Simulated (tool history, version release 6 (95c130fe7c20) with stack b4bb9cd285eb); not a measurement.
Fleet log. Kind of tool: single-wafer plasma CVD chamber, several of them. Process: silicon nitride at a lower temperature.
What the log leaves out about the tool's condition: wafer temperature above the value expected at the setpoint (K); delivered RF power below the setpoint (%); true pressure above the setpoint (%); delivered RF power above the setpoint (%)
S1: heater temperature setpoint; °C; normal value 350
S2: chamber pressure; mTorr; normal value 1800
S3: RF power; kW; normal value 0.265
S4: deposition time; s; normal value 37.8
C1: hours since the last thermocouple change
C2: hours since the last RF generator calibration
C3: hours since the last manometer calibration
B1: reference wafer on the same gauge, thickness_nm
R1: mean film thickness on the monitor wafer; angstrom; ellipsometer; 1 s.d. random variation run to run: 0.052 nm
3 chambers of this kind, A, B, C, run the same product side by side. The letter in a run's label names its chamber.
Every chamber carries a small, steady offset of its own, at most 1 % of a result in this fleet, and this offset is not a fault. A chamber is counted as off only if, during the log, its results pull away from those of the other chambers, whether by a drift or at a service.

run   hour   S1    S2     S3    S4      C1      C2      C3      B1      R1
 1A    3.5  350  1800  0.265  37.8   871.8   991.8  3194.9  48.991  423.74
 2B    6.7  350  1800  0.265  37.8  1005.2  1035.0    67.6  49.007  424.36
 3C   11.1  350  1800  0.265  37.8    61.6   163.4   380.2  49.033  421.43
 4A   14.0  350  1800  0.265  37.8   882.3  1002.3  3205.4  49.021  423.51
 5C   17.1  350  1800  0.265  37.8    67.6   169.4   386.2  49.029  421.80
 6B   19.1  350  1800  0.265  37.8  1017.6  1047.4    80.0  49.041  424.43
 7C   23.8  350  1800  0.265  37.8    74.3   176.1   392.9  49.053  421.53
 8A   26.4  350  1800  0.265  37.8   894.7  1014.7  3217.8  49.058  424.20
 9B   30.8  350  1800  0.265  37.8  1029.3  1059.1    91.7  49.067  424.88
10C   33.0  350  1800  0.265  37.8    83.5   185.3   402.1  49.067  422.67
11A   37.5  350  1800  0.265  37.8   905.8  1025.8  3228.9  49.066  423.82
12B   40.6  350  1800  0.265  37.8  1039.1  1068.9   101.5  49.093  424.23
13C   44.1  350  1800  0.265  37.8    94.6   196.4   413.2  49.111  423.17
14A   48.0  350  1800  0.265  37.8   916.3  1036.3  3239.4  49.110  423.80
15B   51.9  350  1800  0.265  37.8  1050.4  1080.2   112.8  49.120  425.74
16A   56.5  350  1800  0.265  37.8   924.8  1044.8  3247.9  49.116  424.38
      59.2  -- chamber A: capacitance manometer re-zeroed and calibrated
17B   60.5  350  1800  0.265  37.8  1059.0  1088.8   121.4  49.139  425.20
18C   63.1  350  1800  0.265  37.8   113.6   215.4   432.2  49.118  422.87
19C   65.7  350  1800  0.265  37.8   116.2   218.0   434.8  49.146  423.66
20B   69.0  350  1800  0.265  37.8  1067.5  1097.3   129.9  49.145  425.33
21A   72.5  350  1800  0.265  37.8   940.8  1060.8    13.4  49.164  424.10
22A   76.7  350  1800  0.265  37.8   945.0  1065.0    17.6  49.154  424.89
23C   81.0  350  1800  0.265  37.8   131.5   233.3   450.1  49.179  422.50
24B   83.7  350  1800  0.265  37.8  1082.2  1112.0   144.6  49.187  425.19
25C   86.5  350  1800  0.265  37.8   137.0   238.8   455.6  49.185  422.38
26A   90.4  350  1800  0.265  37.8   958.7  1078.7    31.3  49.190  425.52
27B   93.6  350  1800  0.265  37.8  1092.1  1121.9   154.5  49.190  426.70
28C   98.2  350  1800  0.265  37.8   148.7   250.5   467.3  49.216  423.68
29A  100.8  350  1800  0.265  37.8   969.1  1089.1    41.7  49.190  423.94
30B  104.7  350  1800  0.265  37.8  1103.2  1133.0   165.6  49.214  426.86
31B  107.9  350  1800  0.265  37.8  1106.4  1136.2   168.8  49.218  425.96
32C  112.0  350  1800  0.265  37.8   162.5   264.3   481.1  49.224  423.64
33A  114.4  350  1800  0.265  37.8   982.7  1102.7    55.3  49.226  426.05
34C  117.4  350  1800  0.265  37.8   167.9   269.7   486.5  49.252  423.63

One chamber off, gauge drift, or nothing amiss beyond the chambers' own small offsets? If it is a chamber, which one, and what is the likeliest cause?

No chamber is off; the gauge reading every chamber's wafers drifts, which makes the whole fleet appear to move together.
Likeliest cause: gauge reads high (%) = 0.513.
